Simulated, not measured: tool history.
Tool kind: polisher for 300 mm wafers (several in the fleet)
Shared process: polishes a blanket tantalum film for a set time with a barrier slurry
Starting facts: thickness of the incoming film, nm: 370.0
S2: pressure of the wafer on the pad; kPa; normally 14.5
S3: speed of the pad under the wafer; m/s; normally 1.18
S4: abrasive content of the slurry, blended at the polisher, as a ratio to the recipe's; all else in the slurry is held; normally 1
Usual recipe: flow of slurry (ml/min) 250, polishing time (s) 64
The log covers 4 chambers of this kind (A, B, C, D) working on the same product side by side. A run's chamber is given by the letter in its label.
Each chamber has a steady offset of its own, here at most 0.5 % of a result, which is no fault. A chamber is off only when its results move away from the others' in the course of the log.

run 1A day=0.512 | flow_of_slurry_(ml/min)=250 S2=14.5 S3=1.18 S4=1 polishing_time_(s)=64 | film_removed_(angstrom)=1275.4
run 2D day=1.033 | flow_of_slurry_(ml/min)=250 S2=14.5 S3=1.18 S4=1 polishing_time_(s)=64 | film_removed_(angstrom)=1266.1
run 3C day=1.446 | flow_of_slurry_(ml/min)=250 S2=14.5 S3=1.18 S4=1 polishing_time_(s)=64 | film_removed_(angstrom)=1298.7
-- day=1.471 chamber A: head pressure recalibrated
-- day=1.483 chamber C: worn pad replaced by a new one
run 4B day=1.792 | flow_of_slurry_(ml/min)=250 S2=14.5 S3=1.18 S4=1 polishing_time_(s)=64 | film_removed_(angstrom)=1309.1
-- day=1.908 chamber D: worn pad replaced by a new one
run 5C day=2.112 | flow_of_slurry_(ml/min)=250 S2=14.5 S3=1.18 S4=1 polishing_time_(s)=64 | film_removed_(angstrom)=1273.2
-- day=2.162 chamber B: slurry nozzle cleaned
-- day=2.383 chamber D: slurry nozzle cleaned
-- day=2.646 chamber B: worn pad replaced by a new one
run 6A day=2.646 | flow_of_slurry_(ml/min)=250 S2=14.5 S3=1.18 S4=1 polishing_time_(s)=64 | film_removed_(angstrom)=1302.9
run 7B day=3.154 | flow_of_slurry_(ml/min)=250 S2=14.5 S3=1.18 S4=1 polishing_time_(s)=64 | film_removed_(angstrom)=1306.6
run 8D day=3.758 | flow_of_slurry_(ml/min)=250 S2=14.5 S3=1.18 S4=1 polishing_time_(s)=64 | film_removed_(angstrom)=1278.9
run 9B day=4.212 | flow_of_slurry_(ml/min)=250 S2=14.5 S3=1.18 S4=1 polishing_time_(s)=64 | film_removed_(angstrom)=1240
run 10C day=4.725 | flow_of_slurry_(ml/min)=250 S2=14.5 S3=1.18 S4=1 polishing_time_(s)=64 | film_removed_(angstrom)=1227.4
-- day=4.942 chamber C: slurry blender recalibrated
-- day=5.117 chamber A: worn pad replaced by a new one
run 11D day=5.204 | flow_of_slurry_(ml/min)=250 S2=14.5 S3=1.18 S4=1 polishing_time_(s)=64 | film_removed_(angstrom)=1258.2
run 12A day=5.638 | flow_of_slurry_(ml/min)=250 S2=14.5 S3=1.18 S4=1 polishing_time_(s)=64 | film_removed_(angstrom)=1253
run 13A day=6.025 | flow_of_slurry_(ml/min)=250 S2=14.5 S3=1.18 S4=1 polishing_time_(s)=64 | film_removed_(angstrom)=1263.2
-- day=6.15 chamber C: worn pad replaced by a new one
run 14B day=6.404 | flow_of_slurry_(ml/min)=250 S2=14.5 S3=1.18 S4=0.9 polishing_time_(s)=64 | film_removed_(angstrom)=1213
run 15C day=6.721 | flow_of_slurry_(ml/min)=250 S2=14.5 S3=1.18 S4=0.9 polishing_time_(s)=64 | film_removed_(angstrom)=1248.7
-- day=6.833 chamber A: slurry blender recalibrated
-- day=6.912 chamber D: worn pad replaced by a new one
-- day=7.283 chamber B: worn pad replaced by a new one
run 16D day=7.296 | flow_of_slurry_(ml/min)=250 S2=14.5 S3=1.18 S4=0.9 polishing_time_(s)=64 | film_removed_(angstrom)=1229.5
run 17B day=7.75 | flow_of_slurry_(ml/min)=250 S2=14.5 S3=1.18 S4=0.9 polishing_time_(s)=64 | film_removed_(angstrom)=1261.3
run 18D day=8.342 | flow_of_slurry_(ml/min)=250 S2=14.5 S3=1.18 S4=1 polishing_time_(s)=64 | film_removed_(angstrom)=1311.5
run 19A day=8.642 | flow_of_slurry_(ml/min)=250 S2=14.5 S3=1.18 S4=1 polishing_time_(s)=64 | film_removed_(angstrom)=1261.9
run 20C day=9.046 | flow_of_slurry_(ml/min)=250 S2=14.5 S3=1.18 S4=1 polishing_time_(s)=64 | film_removed_(angstrom)=1272.8
run 21A day=9.404 | flow_of_slurry_(ml/min)=170 S2=14.5 S3=1.18 S4=1 polishing_time_(s)=50 | film_removed_(angstrom)=936.35
-- day=9.612 chamber A: worn pad replaced by a new one
run 22B day=9.825 | flow_of_slurry_(ml/min)=170 S2=14.5 S3=1.18 S4=1 polishing_time_(s)=50 | film_removed_(angstrom)=977.22
run 23C day=10.183 | flow_of_slurry_(ml/min)=170 S2=14.5 S3=1.18 S4=1 polishing_time_(s)=50 | film_removed_(angstrom)=938.7
run 24D day=10.588 | flow_of_slurry_(ml/min)=170 S2=14.5 S3=1.18 S4=1 polishing_time_(s)=50 | film_removed_(angstrom)=924.43
-- day=11.042 chamber B: worn pad replaced by a new one
run 25B day=11.079 | flow_of_slurry_(ml/min)=250 S2=14.5 S3=1.18 S4=1 polishing_time_(s)=64 | film_removed_(angstrom)=1263.2
-- day=11.162 chamber D: slurry blender recalibrated
-- day=11.421 chamber C: worn pad replaced by a new one
run 26D day=11.696 | flow_of_slurry_(ml/min)=250 S2=14.5 S3=1.18 S4=1 polishing_time_(s)=64 | film_removed_(angstrom)=1242.5
run 27A day=12.025 | flow_of_slurry_(ml/min)=250 S2=14.5 S3=1.18 S4=1 polishing_time_(s)=64 | film_removed_(angstrom)=1259.3
run 28C day=12.592 | flow_of_slurry_(ml/min)=250 S2=14.5 S3=1.18 S4=1 polishing_time_(s)=64 | film_removed_(angstrom)=1254.7
-- day=12.796 chamber D: worn pad replaced by a new one
run 29B day=12.967 | flow_of_slurry_(ml/min)=250 S2=12.4 S3=1.4 S4=1 polishing_time_(s)=64 | film_removed_(angstrom)=1275.7
run 30A day=13.312 | flow_of_slurry_(ml/min)=250 S2=12.4 S3=1.4 S4=1 polishing_time_(s)=64 | film_removed_(angstrom)=1296.6
-- day=13.383 chamber B: slurry nozzle cleaned
run 31D day=13.629 | flow_of_slurry_(ml/min)=250 S2=12.4 S3=1.4 S4=1 polishing_time_(s)=64 | film_removed_(angstrom)=1279.8
run 32C day=13.988 | flow_of_slurry_(ml/min)=250 S2=12.4 S3=1.4 S4=1 polishing_time_(s)=64 | film_removed_(angstrom)=1298.9
run 33C day=14.458 | flow_of_slurry_(ml/min)=250 S2=14.5 S3=1.18 S4=1 polishing_time_(s)=64 | film_removed_(angstrom)=1273.7
run 34B day=14.808 | flow_of_slurry_(ml/min)=250 S2=14.5 S3=1.18 S4=1 polishing_time_(s)=64 | film_removed_(angstrom)=1305.2
run 35D day=15.35 | flow_of_slurry_(ml/min)=250 S2=14.5 S3=1.18 S4=1 polishing_time_(s)=64 | film_removed_(angstrom)=1276.4
-- day=15.408 chamber A: worn pad replaced by a new one
-- day=15.492 chamber B: worn pad replaced by a new one
run 36A day=15.912 | flow_of_slurry_(ml/min)=250 S2=14.5 S3=1.18 S4=1 polishing_time_(s)=57 | film_removed_(angstrom)=1140.5
run 37B day=16.404 | flow_of_slurry_(ml/min)=250 S2=14.5 S3=1.18 S4=1 polishing_time_(s)=57 | film_removed_(angstrom)=1147.3
-- day=16.854 chamber A: slurry blender recalibrated
run 38A day=16.954 | flow_of_slurry_(ml/min)=250 S2=14.5 S3=1.18 S4=1 polishing_time_(s)=57 | film_removed_(angstrom)=1144.6

Next, every chamber runs the same settings. What will each give?
run 39A day=17.4 | flow_of_slurry_(ml/min)=250 S2=18.6 S3=1.18 S4=1 polishing_time_(s)=64 | film_removed_(angstrom)=?
run 39B day=17.4 | flow_of_slurry_(ml/min)=250 S2=18.6 S3=1.18 S4=1 polishing_time_(s)=64 | film_removed_(angstrom)=?
run 39C day=17.4 | flow_of_slurry_(ml/min)=250 S2=18.6 S3=1.18 S4=1 polishing_time_(s)=64 | film_removed_(angstrom)=?
run 39D day=17.4 | flow_of_slurry_(ml/min)=250 S2=18.6 S3=1.18 S4=1 polishing_time_(s)=64 | film_removed_(angstrom)=?

run=39A film_removed_(angstrom)=1647.7
run=39B film_removed_(angstrom)=1635.9
run=39C film_removed_(angstrom)=1624.2
run=39D film_removed_(angstrom)=1614.7
